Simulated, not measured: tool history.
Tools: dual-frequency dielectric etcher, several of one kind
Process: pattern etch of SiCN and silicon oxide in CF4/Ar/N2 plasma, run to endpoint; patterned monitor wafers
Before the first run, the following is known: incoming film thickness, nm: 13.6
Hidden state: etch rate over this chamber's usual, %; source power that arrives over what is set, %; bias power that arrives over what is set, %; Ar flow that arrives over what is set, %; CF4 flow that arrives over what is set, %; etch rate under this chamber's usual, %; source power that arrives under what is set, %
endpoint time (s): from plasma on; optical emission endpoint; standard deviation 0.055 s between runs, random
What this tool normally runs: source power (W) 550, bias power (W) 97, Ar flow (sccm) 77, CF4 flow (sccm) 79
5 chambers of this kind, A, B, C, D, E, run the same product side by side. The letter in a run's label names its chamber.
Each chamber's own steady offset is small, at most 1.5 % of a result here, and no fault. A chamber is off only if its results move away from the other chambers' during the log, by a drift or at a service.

run   hour  source power (W)  bias power (W)  Ar flow (sccm)  CF4 flow (sccm)  hours since the last wet clean  hours since the last source power generator calibration  hours since the last bias power generator calibration  hours since the last Ar flow controller change  hours since the last CF4 flow controller change  endpoint time (s)
 1B    7.5               550              97              77               79                           410.2                                                   3726.2                                                 1817.5                                          2284.3                                           2996.5             11.259
 2D   15.4               550              97              77               79                           239.7                                                   2492.6                                                 2530.1                                          2393.2                                            891.3             11.313
 3A   20.8               550              97              77               79                           489.4                                                       58                                                 1498.8                                          2637.9                                            953.9             11.499
 4E     27               550              97              77               79                           414.4                                                      824                                                 3339.7                                          2711.9                                           3174.4             11.404
      29.6  -- chamber A: wet clean of the chamber
 5C   31.7               550              97              77               79                           345.7                                                   1601.3                                                 2924.8                                          1078.2                                           2458.7              11.31
 6A   37.8               550              97              77               79                             8.2                                                       75                                                 1515.8                                          2654.9                                            970.9             11.558
 7B   46.3               550              97              77               79                             449                                                     3765                                                 1856.3                                          2323.1                                           3035.3             11.328
 8C   52.4               550              97              77               79                           366.4                                                     1622                                                 2945.5                                          1098.9                                           2479.4             11.213
 9E     60               550              75              77               79                           447.4                                                      857                                                 3372.7                                          2744.9                                           3207.4             12.322
10D   65.2               550              75              77               79                           289.5                                                   2542.4                                                 2579.9                                            2443                                            941.1             12.275
11D   69.5               550              75              77               79                           293.8                                                   2546.7                                                 2584.2                                          2447.3                                            945.4             12.264
12C   77.9               550              75              77               79                           391.9                                                   1647.5                                                   2971                                          1124.4                                           2504.9             12.325
13A   85.4               550              75              77               79                            55.8                                                    122.6                                                 1563.4                                          2702.5                                           1018.5             12.459
14B   89.8               550              97              67               95                           492.5                                                   3808.5                                                 1899.8                                          2366.6                                           3078.8             10.931
15E   94.7               550              97              67               95                           482.1                                                    891.7                                                 3407.4                                          2779.6                                           3242.1             11.033
16A  101.5               550              97              67               95                            71.9                                                    138.7                                                 1579.5                                          2718.6                                           1034.6             11.128
17B    111               550              97              67               95                           513.7                                                   3829.7                                                   1921                                          2387.8                                             3100              11.01
18E  117.4               550              97              67               95                           504.8                                                    914.4                                                 3430.1                                          2802.3                                           3264.8             10.884
     122.7  -- chamber D: wet clean of the chamber
19D  126.9               550              97              77               79                             4.2                                                   2604.1                                                 2641.6                                          2504.7                                           1002.8             11.291
     130.7  -- chamber B: wet clean of the chamber
20C  132.2               550              97              77               79                           446.2                                                   1701.8                                                 3025.3                                          1178.7                                           2559.2             11.286
21C  136.7               550             109              77               79                           450.7                                                   1706.3                                                 3029.8                                          1183.2                                           2563.7             10.759
     140.2  -- chamber C: wet clean of the chamber
22D  142.2               550             109              77               79                            19.5                                                   2619.4                                                 2656.9                                            2520                                           1018.1             10.966
23E  151.4               550             109              77               79                           538.8                                                    948.4                                                 3464.1                                          2836.3                                           3298.8             10.939
24A  158.8               550             109              77               79                           129.2                                                      196                                                 1636.8                                          2775.9                                           1091.9             11.082
25B  167.3               550             109              77               79                            36.6                                                     3886                                                 1977.3                                          2444.1                                           3156.3             10.506
26C  175.2               550              97              77               79                            35.1                                                   1744.8                                                 3068.3                                          1221.7                                           2602.2             11.329
27B  180.5               550              97              77               79                            49.8                                                   3899.2                                                 1990.5                                          2457.3                                           3169.5             10.922
28D  189.9               550              97              77               79                            67.2                                                   2667.1                                                 2704.6                                          2567.7                                           1065.8              11.35
     193.3  -- chamber E: wet clean of the chamber
29E  197.1               550              97              77               79                             3.9                                                    994.1                                                 3509.8                                            2882                                           3344.5             11.334
30A  204.6               550              97              77               79                             175                                                    241.8                                                 1682.6                                          2821.7                                           1137.7             11.428
     205.2  -- chamber C: source power generator calibrated
31B  209.2               550              97              77               79                            78.5                                                   3927.9                                                 2019.2                                            2486                                           3198.2             10.972
32D  213.4               550              97              77               79                            90.7                                                   2690.6                                                 2728.1                                          2591.2                                           1089.3             11.301
33A  222.1               550              97              77               79                           192.5                                                    259.3                                                 1700.1                                          2839.2                                           1155.2             11.547
34C  226.3               550              97              77               79                            86.2                                                     21.2                                                 3119.4                                          1272.8                                           2653.3             11.318
35E  235.4               680              97              60               79                            42.2                                                   1032.4                                                 3548.1                                          2920.3                                           3382.8             9.1248
36D    241               680              97              60               79                           118.3                                                   2718.2                                                 2755.7                                          2618.8                                           1116.9             9.0906
37A  247.3               680              97              60               79                           217.7                                                    284.5                                                 1725.3                                          2864.4                                           1180.4             9.3195
38E  252.2               680              97              60               79                              59                                                   1049.2                                                 3564.9                                          2937.1                                           3399.6             9.2069
39C  256.5               680              97              60               79                           116.4                                                     51.4                                                 3149.6                                            1303                                           2683.5             9.0756
40B  262.9               550              97              77               79                           132.2                                                   3981.6                                                 2072.9                                          2539.7                                           3251.9             10.887

Next, all 5 chambers run the settings below, one line each with question marks for the results. What does each chamber give?
41A  269.8               550              97              77               79                                                                                                                                                                                                                                                                   ?
41B  269.8               550              97              77               79                                                                                                                                                                                                                                                                   ?
41C  269.8               550              97              77               79                                                                                                                                                                                                                                                                   ?
41D  269.8               550              97              77               79                                                                                                                                                                                                                                                                   ?
41E  269.8               550              97              77               79                                                                                                                                                                                                                                                                   ?

run  endpoint time (s)
41A              11.52
41B             10.884
41C             11.277
41D             11.314
41E             11.399

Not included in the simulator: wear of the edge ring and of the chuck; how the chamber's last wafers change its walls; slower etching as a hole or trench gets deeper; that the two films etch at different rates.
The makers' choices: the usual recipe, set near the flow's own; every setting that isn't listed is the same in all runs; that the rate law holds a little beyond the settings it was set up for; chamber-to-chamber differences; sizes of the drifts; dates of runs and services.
